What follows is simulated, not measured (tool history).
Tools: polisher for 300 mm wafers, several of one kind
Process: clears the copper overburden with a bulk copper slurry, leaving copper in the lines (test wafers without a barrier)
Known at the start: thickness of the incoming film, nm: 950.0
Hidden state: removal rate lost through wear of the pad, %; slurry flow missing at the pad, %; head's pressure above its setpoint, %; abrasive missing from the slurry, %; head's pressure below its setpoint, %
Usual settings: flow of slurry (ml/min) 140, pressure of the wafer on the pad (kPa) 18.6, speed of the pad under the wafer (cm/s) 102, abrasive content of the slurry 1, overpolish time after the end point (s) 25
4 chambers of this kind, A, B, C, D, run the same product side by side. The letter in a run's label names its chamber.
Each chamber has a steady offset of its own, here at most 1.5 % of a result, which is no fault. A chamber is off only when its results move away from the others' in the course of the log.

run	hour	flow of slurry (ml/min)	pressure of the wafer on the pad (kPa)	speed of the pad under the wafer (cm/s)	abrasive content of the slurry	overpolish time after the end point (s)	wafers polished on this pad	hours since the slurry nozzle was cleaned	hours since the head pressure was calibrated	hours since the slurry blender was calibrated	time until the end point was called (s)	dishing of a wide line in a test structure (angstrom)
1C	7.8	140	18.6	102	1	25	960	605	455.5	107.9	105.04	1177.5
# hour 13.5: chamber B: slurry blender recalibrated
2A	14.4	140	18.6	102	1	25	905	493.9	267.1	178.1	105.42	1156.8
3D	19.9	140	18.6	102	1	25	329	78.8	448.5	82.7	104.23	1167
# hour 22: chamber C: slurry blender recalibrated
4B	24.3	140	18.6	102	1	25	167	34.5	94.8	10.9	101.96	1101.3
5B	29.5	140	18.6	102	1	25	200	39.7	100	16.1	102.9	1192.9
# hour 30.8: chamber C: worn pad replaced by a new one
6C	34.2	140	18.6	102	1	25	22	631.4	481.9	12.3	106.55	1109.3
7A	42.1	140	18.6	102	1	25	1080	521.6	294.8	205.8	104.18	1193.5
8D	46.5	140	18.6	102	1	25	497	105.4	475.1	109.3	103.09	1131.7
9B	54	140	18.6	102	1	25	355	64.2	124.5	40.6	103.22	1107.2
10C	60.3	140	18.6	102	1	25	186	657.5	508	38.4	102.98	1141.7
11D	67.7	140	18.6	102	1	25	631	126.6	496.3	130.5	104.1	1172.2
12A	72.2	140	18.6	102	1	25	1270	551.7	324.9	235.9	102.83	1146.6
# hour 73.6: chamber D: worn pad replaced by a new one
13B	78.6	140	18.6	102	1	25	510	88.8	149.1	65.2	103.79	1115.2
# hour 85.9: chamber A: worn pad replaced by a new one
14C	88.2	140	18.6	102	1	25	363	685.4	535.9	66.3	103.39	1129.5
15D	96.7	140	18.6	102	1	25	146	155.6	525.3	159.5	102.75	1143.3
16A	103.2	105	18.6	102	1	25	109	582.7	355.9	266.9	107.86	1173.8
17D	109.5	105	18.6	102	1	25	226	168.4	538.1	172.3	108.34	1079.1
18C	114.4	105	18.6	102	1	25	528	711.6	562.1	92.5	108.62	1076.9
19B	119.3	105	18.6	102	1	25	767	129.5	189.8	105.9	110.24	1083.1
20A	126.2	185	18.6	102	1.25	25	254	605.7	378.9	289.9	90.057	1276.3
# hour 127.6: chamber D: slurry nozzle cleaned
21C	131.2	185	18.6	102	1.25	25	635	728.4	578.9	109.3	94.917	1179.6
22B	140.8	185	18.6	102	1.25	25	903	151	211.3	127.4	94.494	1217.8
23A	150	185	18.6	102	1.25	25	405	629.5	402.7	313.7	87.892	1266.4
# hour 153.5: chamber C: slurry nozzle cleaned
24D	159.7	140	18.6	102	1	25	544	32.1	588.3	222.5	102.66	1102.6
25B	164.4	140	18.6	102	1	25	1053	174.6	234.9	151	103.2	1128
26D	169.1	140	18.6	102	1	25	603	41.5	597.7	231.9	100.87	1166.1
# hour 171.3: chamber C: slurry blender recalibrated
27A	175.5	140	18.6	102	1	25	566	655	428.2	339.2	95.132	1229.3
28C	184.7	140	18.6	102	1	25	973	31.3	632.4	13.4	101.72	1121.2
# hour 188.6: chamber C: worn pad replaced by a new one
# hour 190.3: chamber B: worn pad replaced by a new one
29C	194.2	140	18.6	102	1	25	35	40.8	641.9	22.9	103.73	1106.2
30B	203.5	140	18.6	102	1	25	83	213.7	274	190.1	101.77	1115.1

What goes on in this fleet: one chamber off, a drifting gauge, or nothing beyond the chambers' own small offsets? Name the chamber and the cause, if any.

Chamber A drifts away from the others.
Cause: head's pressure above its setpoint, % = 12.3.

Here are 4 candidates for chamber A's next run, each the usual settings with a change, their results left as question marks. Which one brings its results back in line with what the others give on the usual settings?
In line means no further than this from the other chambers' mean on the usual settings: time until the end point was called (s) 4.2; dishing of a wide line in a test structure (angstrom) 89
31A-1	210.6	145	20.7	112	1	27					?	?
31A-2	210.6	135	16.5	92	1	23					?	?
31A-3	210.6	140	19.3	108	1	26					?	?
31A-4	210.6	140	17.9	96	1	24					?	?

The other chambers' mean on the usual settings: time until the end point was called (s) 103.25; dishing of a wide line in a test structure (angstrom) 1138.5
run	time until the end point was called (s)	dishing of a wide line in a test structure (angstrom)
31A-1	75.98	1455.3
31A-2	116.77	1007.3
31A-3	84.913	1334.1
31A-4	102.68	1134.2
31A-4 brings the chamber back in line.
